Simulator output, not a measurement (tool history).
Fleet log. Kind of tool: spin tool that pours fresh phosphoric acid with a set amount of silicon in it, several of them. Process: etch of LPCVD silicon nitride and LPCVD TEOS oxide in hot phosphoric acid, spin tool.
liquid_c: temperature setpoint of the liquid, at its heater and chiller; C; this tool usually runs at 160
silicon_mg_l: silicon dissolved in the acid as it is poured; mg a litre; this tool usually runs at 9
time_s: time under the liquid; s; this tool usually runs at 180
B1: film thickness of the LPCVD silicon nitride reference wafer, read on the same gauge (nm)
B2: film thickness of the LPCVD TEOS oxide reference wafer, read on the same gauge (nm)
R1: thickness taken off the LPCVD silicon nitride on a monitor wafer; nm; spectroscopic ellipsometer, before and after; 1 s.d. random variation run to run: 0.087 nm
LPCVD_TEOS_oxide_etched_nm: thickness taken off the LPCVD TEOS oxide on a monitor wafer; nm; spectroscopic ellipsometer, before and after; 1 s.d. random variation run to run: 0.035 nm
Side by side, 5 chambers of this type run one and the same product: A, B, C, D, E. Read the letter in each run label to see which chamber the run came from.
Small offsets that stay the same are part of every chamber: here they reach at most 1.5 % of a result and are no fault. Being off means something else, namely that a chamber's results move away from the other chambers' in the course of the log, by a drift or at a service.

Run 1C, hour 6.9: usual settings; B1 29.991; B2 49.993. Result: R1 14.782 nm, LPCVD_TEOS_oxide_etched_nm 0.98235 nm.
Run 2E, hour 19.6: usual settings; B1 30.006; B2 50.019. Result: R1 14.843 nm, LPCVD_TEOS_oxide_etched_nm 1.0698 nm.
Run 3D, hour 33.1: usual settings; B1 29.995; B2 50.02. Result: R1 14.74 nm, LPCVD_TEOS_oxide_etched_nm 1.0221 nm.
Run 4A, hour 44.8: usual settings; B1 29.988; B2 50.02. Result: R1 14.838 nm, LPCVD_TEOS_oxide_etched_nm 0.95509 nm.
Run 5B, hour 59.3: usual settings; B1 30.008; B2 50.004. Result: R1 14.823 nm, LPCVD_TEOS_oxide_etched_nm 1.0085 nm.
Run 6A, hour 73.4: usual settings; B1 30.002; B2 49.996. Result: R1 14.721 nm, LPCVD_TEOS_oxide_etched_nm 0.98455 nm.
At hour 84.7: chamber C: dissolved silicon flow meter replaced.
Run 7C, hour 88.3: usual settings; B1 29.999; B2 50. Result: R1 14.738 nm, LPCVD_TEOS_oxide_etched_nm 0.96347 nm.
Run 8B, hour 94.8: usual settings; B1 29.995; B2 49.991. Result: R1 14.721 nm, LPCVD_TEOS_oxide_etched_nm 1.0575 nm.
At hour 100.9: chamber B: dissolved silicon flow meter replaced.
Run 9E, hour 101.9: usual settings; B1 29.993; B2 50.012. Result: R1 14.593 nm, LPCVD_TEOS_oxide_etched_nm 1.0312 nm.
Run 10D, hour 112.6: usual settings; B1 30; B2 49.978. Result: R1 14.555 nm, LPCVD_TEOS_oxide_etched_nm 0.98025 nm.
Run 11D, hour 120.4: usual settings; B1 30.001; B2 50.011. Result: R1 14.763 nm, LPCVD_TEOS_oxide_etched_nm 1.0315 nm.
Run 12B, hour 128.3: usual settings; B1 29.999; B2 49.983. Result: R1 14.669 nm, LPCVD_TEOS_oxide_etched_nm 0.96388 nm.
Run 13E, hour 140.4: usual settings; B1 30.002; B2 50.028. Result: R1 14.605 nm, LPCVD_TEOS_oxide_etched_nm 0.97963 nm.
Run 14A, hour 150.6: usual settings but silicon_mg_l 4.5 mg a litre, time_s 240 s; B1 30.014; B2 50.011. Result: R1 19.778 nm, LPCVD_TEOS_oxide_etched_nm 1.4371 nm.
Run 15C, hour 159: usual settings but silicon_mg_l 4.5 mg a litre, time_s 240 s; B1 29.991; B2 49.99. Result: R1 19.615 nm, LPCVD_TEOS_oxide_etched_nm 1.4427 nm.
Run 16C, hour 171.3: usual settings but silicon_mg_l 4.5 mg a litre, time_s 240 s; B1 30.009; B2 49.986. Result: R1 19.488 nm, LPCVD_TEOS_oxide_etched_nm 1.3474 nm.
Run 17B, hour 182.6: usual settings but silicon_mg_l 4.5 mg a litre, time_s 240 s; B1 30.01; B2 49.994. Result: R1 19.125 nm, LPCVD_TEOS_oxide_etched_nm 1.3968 nm.
Run 18D, hour 197: usual settings but silicon_mg_l 4.5 mg a litre, time_s 240 s; B1 29.993; B2 49.997. Result: R1 19.747 nm, LPCVD_TEOS_oxide_etched_nm 1.4806 nm.
Run 19E, hour 205.5: usual settings; B1 30.026; B2 50.022. Result: R1 14.53 nm, LPCVD_TEOS_oxide_etched_nm 1.0203 nm.
Run 20A, hour 220.4: usual settings; B1 29.993; B2 50.002. Result: R1 14.861 nm, LPCVD_TEOS_oxide_etched_nm 0.98762 nm.
Run 21C, hour 233.5: usual settings but silicon_mg_l 11.5 mg a litre, time_s 135 s; B1 30; B2 49.995. Result: R1 10.926 nm, LPCVD_TEOS_oxide_etched_nm 0.69205 nm.
Run 22D, hour 248: usual settings but silicon_mg_l 11.5 mg a litre, time_s 135 s; B1 30.002; B2 49.998. Result: R1 11.144 nm, LPCVD_TEOS_oxide_etched_nm 0.674 nm.
Run 23B, hour 260.2: usual settings but silicon_mg_l 11.5 mg a litre, time_s 135 s; B1 29.994; B2 49.993. Result: R1 10.712 nm, LPCVD_TEOS_oxide_etched_nm 0.68112 nm.
Run 24A, hour 273.1: usual settings but silicon_mg_l 11.5 mg a litre, time_s 135 s; B1 29.999; B2 50.002. Result: R1 10.999 nm, LPCVD_TEOS_oxide_etched_nm 0.68341 nm.
Run 25E, hour 281.6: usual settings but silicon_mg_l 11.5 mg a litre, time_s 135 s; B1 29.997; B2 49.992. Result: R1 11.049 nm, LPCVD_TEOS_oxide_etched_nm 0.69637 nm.
Run 26E, hour 289.3: usual settings; B1 30.003; B2 50.005. Result: R1 14.717 nm, LPCVD_TEOS_oxide_etched_nm 0.99757 nm.
Run 27D, hour 301: usual settings; B1 29.994; B2 49.994. Result: R1 14.753 nm, LPCVD_TEOS_oxide_etched_nm 1.0388 nm.
Run 28B, hour 308.8: usual settings; B1 29.988; B2 50.013. Result: R1 14.108 nm, LPCVD_TEOS_oxide_etched_nm 0.82143 nm.
Run 29C, hour 317.7: usual settings but silicon_mg_l 3 mg a litre, time_s 255 s; B1 29.991; B2 50.011. Result: R1 20.664 nm, LPCVD_TEOS_oxide_etched_nm 1.5411 nm.
Run 30A, hour 329.7: usual settings but silicon_mg_l 3 mg a litre, time_s 255 s; B1 30.009; B2 50.007. Result: R1 21.021 nm, LPCVD_TEOS_oxide_etched_nm 1.6883 nm.
Run 31A, hour 341.5: usual settings but silicon_mg_l 3 mg a litre, time_s 255 s; B1 30.008; B2 50.006. Result: R1 20.849 nm, LPCVD_TEOS_oxide_etched_nm 1.5091 nm.
Run 32C, hour 355.7: usual settings but silicon_mg_l 3 mg a litre, time_s 255 s; B1 29.994; B2 49.989. Result: R1 20.944 nm, LPCVD_TEOS_oxide_etched_nm 1.6194 nm.
Run 33E, hour 366: usual settings but silicon_mg_l 3 mg a litre, time_s 255 s; B1 30.006; B2 49.993. Result: R1 20.783 nm, LPCVD_TEOS_oxide_etched_nm 1.5741 nm.
Run 34B, hour 379.2: usual settings; B1 29.99; B2 49.994. Result: R1 13.996 nm, LPCVD_TEOS_oxide_etched_nm 0.86617 nm.
Run 35D, hour 390.2: usual settings but liquid_c 157.5 C, silicon_mg_l 4.5 mg a litre; B1 29.967; B2 49.993. Result: R1 13.521 nm, LPCVD_TEOS_oxide_etched_nm 0.91054 nm.
Run 36A, hour 402.3: usual settings but liquid_c 157.5 C, silicon_mg_l 4.5 mg a litre; B1 30.01; B2 50.016. Result: R1 13.649 nm, LPCVD_TEOS_oxide_etched_nm 0.89432 nm.
Run 37D, hour 412.6: usual settings but liquid_c 157.5 C, silicon_mg_l 4.5 mg a litre; B1 30.011; B2 50.001. Result: R1 13.528 nm, LPCVD_TEOS_oxide_etched_nm 0.92174 nm.
Run 38B, hour 425.6: usual settings but liquid_c 157.5 C, silicon_mg_l 4.5 mg a litre; B1 29.998; B2 49.993. Result: R1 12.583 nm, LPCVD_TEOS_oxide_etched_nm 0.80629 nm.

All 5 chambers run these settings next. Forecast each chamber's results:
Run 39A, hour 436.3: usual settings but silicon_mg_l 3.5 mg a litre. Result: R1 ?, LPCVD_TEOS_oxide_etched_nm ?.
Run 39B, hour 436.3: usual settings but silicon_mg_l 3.5 mg a litre. Result: R1 ?, LPCVD_TEOS_oxide_etched_nm ?.
Run 39C, hour 436.3: usual settings but silicon_mg_l 3.5 mg a litre. Result: R1 ?, LPCVD_TEOS_oxide_etched_nm ?.
Run 39D, hour 436.3: usual settings but silicon_mg_l 3.5 mg a litre. Result: R1 ?, LPCVD_TEOS_oxide_etched_nm ?.
Run 39E, hour 436.3: usual settings but silicon_mg_l 3.5 mg a litre. Result: R1 ?, LPCVD_TEOS_oxide_etched_nm ?.

run      R1  LPCVD_TEOS_oxide_etched_nm
39A  14.854                      1.1776
39B  13.775                     0.94558
39C  14.792                      1.1189
39D  14.797                      1.1208
39E  14.617                      1.1674

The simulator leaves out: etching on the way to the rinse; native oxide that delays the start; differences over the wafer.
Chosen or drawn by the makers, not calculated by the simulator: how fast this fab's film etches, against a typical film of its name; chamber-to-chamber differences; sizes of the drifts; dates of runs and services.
